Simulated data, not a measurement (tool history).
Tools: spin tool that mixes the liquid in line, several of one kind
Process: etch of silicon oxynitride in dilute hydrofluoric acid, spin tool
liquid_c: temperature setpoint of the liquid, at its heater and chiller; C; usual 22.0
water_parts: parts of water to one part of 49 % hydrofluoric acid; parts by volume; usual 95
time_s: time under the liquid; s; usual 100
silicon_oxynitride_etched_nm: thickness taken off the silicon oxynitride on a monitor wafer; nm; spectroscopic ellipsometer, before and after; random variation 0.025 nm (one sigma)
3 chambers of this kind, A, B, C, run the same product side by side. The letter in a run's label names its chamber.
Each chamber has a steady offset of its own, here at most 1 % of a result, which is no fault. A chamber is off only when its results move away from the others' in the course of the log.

run,hour,liquid_c,water_parts,time_s,"read-back film thickness of the silicon oxynitride reference wafer, read on the same gauge (nm)",silicon_oxynitride_etched_nm
1C,12.1,22.0,95,100,70.018,4.5965
2B,18.9,22.0,95,100,70.033,4.5696
3A,31.8,22.0,95,100,70.001,4.6162
4A,46.5,22.0,95,100,69.987,4.6203
5C,55.2,22.0,95,100,70.046,4.5757
6B,68.6,22.0,95,100,70.017,4.6587
7A,81.7,22.0,70,70,70.001,4.4306
8B,94.5,22.0,70,70,70.039,4.5313
9C,106.8,22.0,70,70,70.007,4.4942
10C,119.8,22.0,130,120,69.971,3.9149
11A,130.3,22.0,130,120,69.984,3.8895
12B,146.0,22.0,130,120,70.005,3.9464
13C,158.3,26.0,95,50,70.027,2.7758
14B,167.6,26.0,95,50,70.000,2.7729
15A,175.9,26.0,95,50,70.034,2.7334
16A,183.9,22.0,95,100,70.004,4.4822
17B,195.4,22.0,95,100,70.051,4.6087
18C,205.8,22.0,95,100,69.983,4.6322
19C,217.9,22.0,95,100,69.985,4.6242
20B,224.8,22.0,95,100,70.011,4.6247
21A,239.4,22.0,95,100,70.001,4.5081
22C,254.4,22.0,95,100,69.991,4.5949
23B,261.9,22.0,95,100,70.032,4.5953
24A,274.3,22.0,95,100,70.032,4.4087
25C,281.9,23.5,135,100,70.017,3.3501
26B,290.6,23.5,135,100,69.988,3.3761
27A,302.7,23.5,135,100,69.999,3.2220
28A,316.8,22.0,95,100,69.999,4.3751
29B,327.4,22.0,140,100,70.026,3.0395
30C,341.6,22.0,140,100,70.007,2.9919
31C,355.4,22.0,140,100,69.998,3.0014
32A,367.3,25.0,50,100,69.999,9.7204
33B,374.2,25.0,50,100,70.017,10.7820
34C,382.8,25.0,50,100,70.002,10.5360
35A,397.5,22.0,95,100,70.029,4.3320
36B,408.3,22.0,95,100,69.989,4.5913
37A,416.0,17.5,95,140,69.993,4.8854
38B,431.5,17.5,95,140,69.992,5.2300
39C,441.7,17.5,95,140,69.994,5.2155
40B,448.9,24.5,95,100,70.012,5.2199
41A,458.6,24.5,95,100,69.990,4.8379
42C,466.3,24.5,95,100,70.022,5.1977

Is one chamber off against the others, does the gauge drift, or is nothing wrong? If a chamber is off, say which, and what the likeliest cause is.

Chamber A drifts away from the others.
Cause: hydrofluoric acid flow below the setpoint (%) = 7.03.
The log may not tell that from: liquid colder than its thermometer reads (K).

Here are 4 candidates for chamber A's next run, each the usual settings with a change, their results left as question marks. Which one brings its results back in line with what the others give on the usual settings?
In line means no further than this from the other chambers' mean on the usual settings: silicon_oxynitride_etched_nm 0.0890 nm
43A-1,477.6,22.0,95,105,,?
43A-2,477.6,21.0,95,100,,?
43A-3,477.6,22.5,90,100,,?
43A-4,477.6,21.5,100,100,,?

The other chambers' mean on the usual settings: silicon_oxynitride_etched_nm 4.6200 nm
run,silicon_oxynitride_etched_nm
43A-1,4.4783
43A-2,4.0643
43A-3,4.6268
43A-4,3.9424
43A-3 brings the chamber back in line.

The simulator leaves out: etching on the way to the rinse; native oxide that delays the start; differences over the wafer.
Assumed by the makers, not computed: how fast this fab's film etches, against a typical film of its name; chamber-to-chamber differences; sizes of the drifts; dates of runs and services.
